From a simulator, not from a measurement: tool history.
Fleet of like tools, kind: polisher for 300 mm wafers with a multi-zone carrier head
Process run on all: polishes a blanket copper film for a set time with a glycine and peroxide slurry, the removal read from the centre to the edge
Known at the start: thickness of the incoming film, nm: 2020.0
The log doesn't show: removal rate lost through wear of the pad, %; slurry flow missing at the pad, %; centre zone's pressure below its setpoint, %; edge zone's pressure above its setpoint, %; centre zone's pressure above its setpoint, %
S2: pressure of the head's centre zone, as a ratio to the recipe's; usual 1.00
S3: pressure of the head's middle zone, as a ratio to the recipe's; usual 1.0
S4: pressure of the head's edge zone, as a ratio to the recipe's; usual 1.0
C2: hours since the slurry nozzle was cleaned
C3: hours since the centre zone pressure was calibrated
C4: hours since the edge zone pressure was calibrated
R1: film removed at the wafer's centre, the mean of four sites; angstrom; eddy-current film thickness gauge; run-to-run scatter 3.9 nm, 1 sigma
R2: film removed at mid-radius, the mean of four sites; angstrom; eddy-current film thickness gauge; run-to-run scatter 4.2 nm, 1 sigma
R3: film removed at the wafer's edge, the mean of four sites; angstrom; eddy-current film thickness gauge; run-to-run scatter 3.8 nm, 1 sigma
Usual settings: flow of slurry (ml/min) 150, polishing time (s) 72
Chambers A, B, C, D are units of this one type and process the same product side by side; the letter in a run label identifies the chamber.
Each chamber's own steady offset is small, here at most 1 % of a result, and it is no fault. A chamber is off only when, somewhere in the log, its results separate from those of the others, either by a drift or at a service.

{"run": "1B", "hour": 4.4, "flow of slurry (ml/min)": 150, "S2": 1.0, "S3": 1.0, "S4": 1.0, "polishing time (s)": 72, "wafers polished on this pad": 458, "C2": 303.5, "C3": 363.6, "C4": 621.9, "R1": 3507.4, "R2": 3589.1, "R3": 3567.1}
{"run": "2A", "hour": 11.3, "flow of slurry (ml/min)": 150, "S2": 1.0, "S3": 1.0, "S4": 1.0, "polishing time (s)": 72, "wafers polished on this pad": 837, "C2": 147.0, "C3": 1217.0, "C4": 648.0, "R1": 3525.6, "R2": 3506.4, "R3": 3488.8}
{"run": "3D", "hour": 16.8, "flow of slurry (ml/min)": 150, "S2": 1.0, "S3": 1.0, "S4": 1.0, "polishing time (s)": 72, "wafers polished on this pad": 251, "C2": 171.8, "C3": 113.2, "C4": 310.6, "R1": 3538.8, "R2": 3658.1, "R3": 3548.5}
{"run": "4C", "hour": 21.3, "flow of slurry (ml/min)": 150, "S2": 1.0, "S3": 1.0, "S4": 1.0, "polishing time (s)": 72, "wafers polished on this pad": 464, "C2": 31.4, "C3": 28.5, "C4": 313.1, "R1": 3577.6, "R2": 3567.2, "R3": 3525.3}
{"run": "5B", "hour": 27.7, "flow of slurry (ml/min)": 150, "S2": 1.0, "S3": 1.0, "S4": 1.0, "polishing time (s)": 72, "wafers polished on this pad": 598, "C2": 326.8, "C3": 386.9, "C4": 645.2, "R1": 3620.2, "R2": 3545.8, "R3": 3500.2}
{"hour": 28.9, "done": "chamber A: worn pad replaced by a new one"}
{"run": "6C", "hour": 35.0, "flow of slurry (ml/min)": 150, "S2": 1.11, "S3": 1.0, "S4": 1.0, "polishing time (s)": 64, "wafers polished on this pad": 546, "C2": 45.1, "C3": 42.2, "C4": 326.8, "R1": 3593.0, "R2": 3185.6, "R3": 3214.4}
{"run": "7A", "hour": 41.0, "flow of slurry (ml/min)": 150, "S2": 1.11, "S3": 1.0, "S4": 1.0, "polishing time (s)": 64, "wafers polished on this pad": 72, "C2": 176.7, "C3": 1246.7, "C4": 677.7, "R1": 3511.4, "R2": 3100.4, "R3": 3116.1}
{"hour": 43.8, "done": "chamber C: edge zone pressure recalibrated"}
{"run": "8D", "hour": 48.3, "flow of slurry (ml/min)": 150, "S2": 1.11, "S3": 1.0, "S4": 1.0, "polishing time (s)": 64, "wafers polished on this pad": 440, "C2": 203.3, "C3": 144.7, "C4": 342.1, "R1": 3590.1, "R2": 3195.9, "R3": 3181.1}
{"hour": 50.5, "done": "chamber B: slurry nozzle cleaned"}
{"run": "9D", "hour": 54.7, "flow of slurry (ml/min)": 150, "S2": 1.11, "S3": 1.0, "S4": 1.0, "polishing time (s)": 64, "wafers polished on this pad": 479, "C2": 209.7, "C3": 151.1, "C4": 348.5, "R1": 3564.7, "R2": 3231.9, "R3": 3134.2}
{"run": "10C", "hour": 59.5, "flow of slurry (ml/min)": 150, "S2": 1.0, "S3": 1.0, "S4": 1.0, "polishing time (s)": 72, "wafers polished on this pad": 693, "C2": 69.6, "C3": 66.7, "C4": 15.7, "R1": 3573.9, "R2": 3561.7, "R3": 3558.8}
{"run": "11A", "hour": 63.0, "flow of slurry (ml/min)": 150, "S2": 1.0, "S3": 1.0, "S4": 1.0, "polishing time (s)": 72, "wafers polished on this pad": 204, "C2": 198.7, "C3": 1268.7, "C4": 699.7, "R1": 3544.7, "R2": 3535.8, "R3": 3553.6}
{"run": "12B", "hour": 69.1, "flow of slurry (ml/min)": 150, "S2": 1.0, "S3": 1.0, "S4": 0.9, "polishing time (s)": 57, "wafers polished on this pad": 847, "C2": 18.6, "C3": 428.3, "C4": 686.6, "R1": 2837.2, "R2": 2794.7, "R3": 2653.2}
{"hour": 69.4, "done": "chamber A: centre zone pressure recalibrated"}
{"run": "13D", "hour": 73.9, "flow of slurry (ml/min)": 150, "S2": 1.0, "S3": 1.0, "S4": 0.9, "polishing time (s)": 57, "wafers polished on this pad": 594, "C2": 228.9, "C3": 170.3, "C4": 367.7, "R1": 2824.4, "R2": 2909.4, "R3": 2632.5}
{"hour": 74.6, "done": "chamber B: worn pad replaced by a new one"}
{"run": "14C", "hour": 79.6, "flow of slurry (ml/min)": 150, "S2": 1.0, "S3": 1.0, "S4": 0.9, "polishing time (s)": 57, "wafers polished on this pad": 814, "C2": 89.7, "C3": 86.8, "C4": 35.8, "R1": 2825.4, "R2": 2817.6, "R3": 2690.4}
{"run": "15B", "hour": 86.0, "flow of slurry (ml/min)": 150, "S2": 1.0, "S3": 1.0, "S4": 0.9, "polishing time (s)": 57, "wafers polished on this pad": 68, "C2": 35.5, "C3": 445.2, "C4": 703.5, "R1": 2770.7, "R2": 2733.3, "R3": 2656.2}
{"run": "16A", "hour": 92.2, "flow of slurry (ml/min)": 150, "S2": 1.0, "S3": 1.0, "S4": 1.0, "polishing time (s)": 72, "wafers polished on this pad": 379, "C2": 227.9, "C3": 22.8, "C4": 728.9, "R1": 3199.0, "R2": 3506.6, "R3": 3525.4}
{"run": "17B", "hour": 96.2, "flow of slurry (ml/min)": 150, "S2": 1.0, "S3": 1.0, "S4": 1.0, "polishing time (s)": 72, "wafers polished on this pad": 129, "C2": 45.7, "C3": 455.4, "C4": 713.7, "R1": 3636.8, "R2": 3552.9, "R3": 3578.3}
{"run": "18A", "hour": 101.0, "flow of slurry (ml/min)": 150, "S2": 1.0, "S3": 1.0, "S4": 1.0, "polishing time (s)": 72, "wafers polished on this pad": 432, "C2": 236.7, "C3": 31.6, "C4": 737.7, "R1": 3242.6, "R2": 3472.5, "R3": 3505.6}
{"run": "19C", "hour": 106.3, "flow of slurry (ml/min)": 150, "S2": 1.0, "S3": 1.0, "S4": 1.0, "polishing time (s)": 72, "wafers polished on this pad": 974, "C2": 116.4, "C3": 113.5, "C4": 62.5, "R1": 3611.7, "R2": 3530.4, "R3": 3574.4}
{"run": "20D", "hour": 109.7, "flow of slurry (ml/min)": 150, "S2": 0.89, "S3": 1.0, "S4": 1.0, "polishing time (s)": 72, "wafers polished on this pad": 809, "C2": 264.7, "C3": 206.1, "C4": 403.5, "R1": 3121.2, "R2": 3677.9, "R3": 3572.8}
{"hour": 110.4, "done": "chamber D: worn pad replaced by a new one"}
{"run": "21B", "hour": 114.5, "flow of slurry (ml/min)": 150, "S2": 0.89, "S3": 1.0, "S4": 1.0, "polishing time (s)": 72, "wafers polished on this pad": 239, "C2": 64.0, "C3": 473.7, "C4": 732.0, "R1": 3197.5, "R2": 3579.0, "R3": 3576.1}
{"run": "22A", "hour": 117.8, "flow of slurry (ml/min)": 150, "S2": 0.89, "S3": 1.0, "S4": 1.0, "polishing time (s)": 72, "wafers polished on this pad": 533, "C2": 253.5, "C3": 48.4, "C4": 754.5, "R1": 2859.6, "R2": 3478.6, "R3": 3503.5}
{"run": "23D", "hour": 124.7, "flow of slurry (ml/min)": 150, "S2": 0.89, "S3": 1.0, "S4": 1.0, "polishing time (s)": 72, "wafers polished on this pad": 86, "C2": 279.7, "C3": 221.1, "C4": 418.5, "R1": 3120.8, "R2": 3523.5, "R3": 3582.4}
{"run": "24C", "hour": 130.1, "flow of slurry (ml/min)": 150, "S2": 1.0, "S3": 1.0, "S4": 1.0, "polishing time (s)": 72, "wafers polished on this pad": 1117, "C2": 140.2, "C3": 137.3, "C4": 86.3, "R1": 3549.9, "R2": 3554.9, "R3": 3580.1}
{"run": "25B", "hour": 135.3, "flow of slurry (ml/min)": 150, "S2": 1.0, "S3": 1.0, "S4": 1.0, "polishing time (s)": 72, "wafers polished on this pad": 364, "C2": 84.8, "C3": 494.5, "C4": 752.8, "R1": 3500.5, "R2": 3610.7, "R3": 3601.7}
{"run": "26D", "hour": 138.9, "flow of slurry (ml/min)": 120, "S2": 1.0, "S3": 1.1, "S4": 1.0, "polishing time (s)": 72, "wafers polished on this pad": 171, "C2": 293.9, "C3": 235.3, "C4": 432.7, "R1": 3389.2, "R2": 3764.1, "R3": 3422.6}

For the next run the whole fleet of 4 chambers uses the same settings. Give each chamber's results:
{"run": "27A", "hour": 144.2, "flow of slurry (ml/min)": 150, "S2": 1.0, "S3": 1.0, "S4": 1.0, "polishing time (s)": 72, "R1": "?", "R2": "?", "R3": "?"}
{"run": "27B", "hour": 144.2, "flow of slurry (ml/min)": 150, "S2": 1.0, "S3": 1.0, "S4": 1.0, "polishing time (s)": 72, "R1": "?", "R2": "?", "R3": "?"}
{"run": "27C", "hour": 144.2, "flow of slurry (ml/min)": 150, "S2": 1.0, "S3": 1.0, "S4": 1.0, "polishing time (s)": 72, "R1": "?", "R2": "?", "R3": "?"}
{"run": "27D", "hour": 144.2, "flow of slurry (ml/min)": 150, "S2": 1.0, "S3": 1.0, "S4": 1.0, "polishing time (s)": 72, "R1": "?", "R2": "?", "R3": "?"}

run=27A R1=3227.9 R2=3555.9 R3=3517.0
run=27B R1=3529.9 R2=3586.1 R3=3475.0
run=27C R1=3583.8 R2=3547.3 R3=3535.7
run=27D R1=3575.4 R2=3596.3 R3=3571.6

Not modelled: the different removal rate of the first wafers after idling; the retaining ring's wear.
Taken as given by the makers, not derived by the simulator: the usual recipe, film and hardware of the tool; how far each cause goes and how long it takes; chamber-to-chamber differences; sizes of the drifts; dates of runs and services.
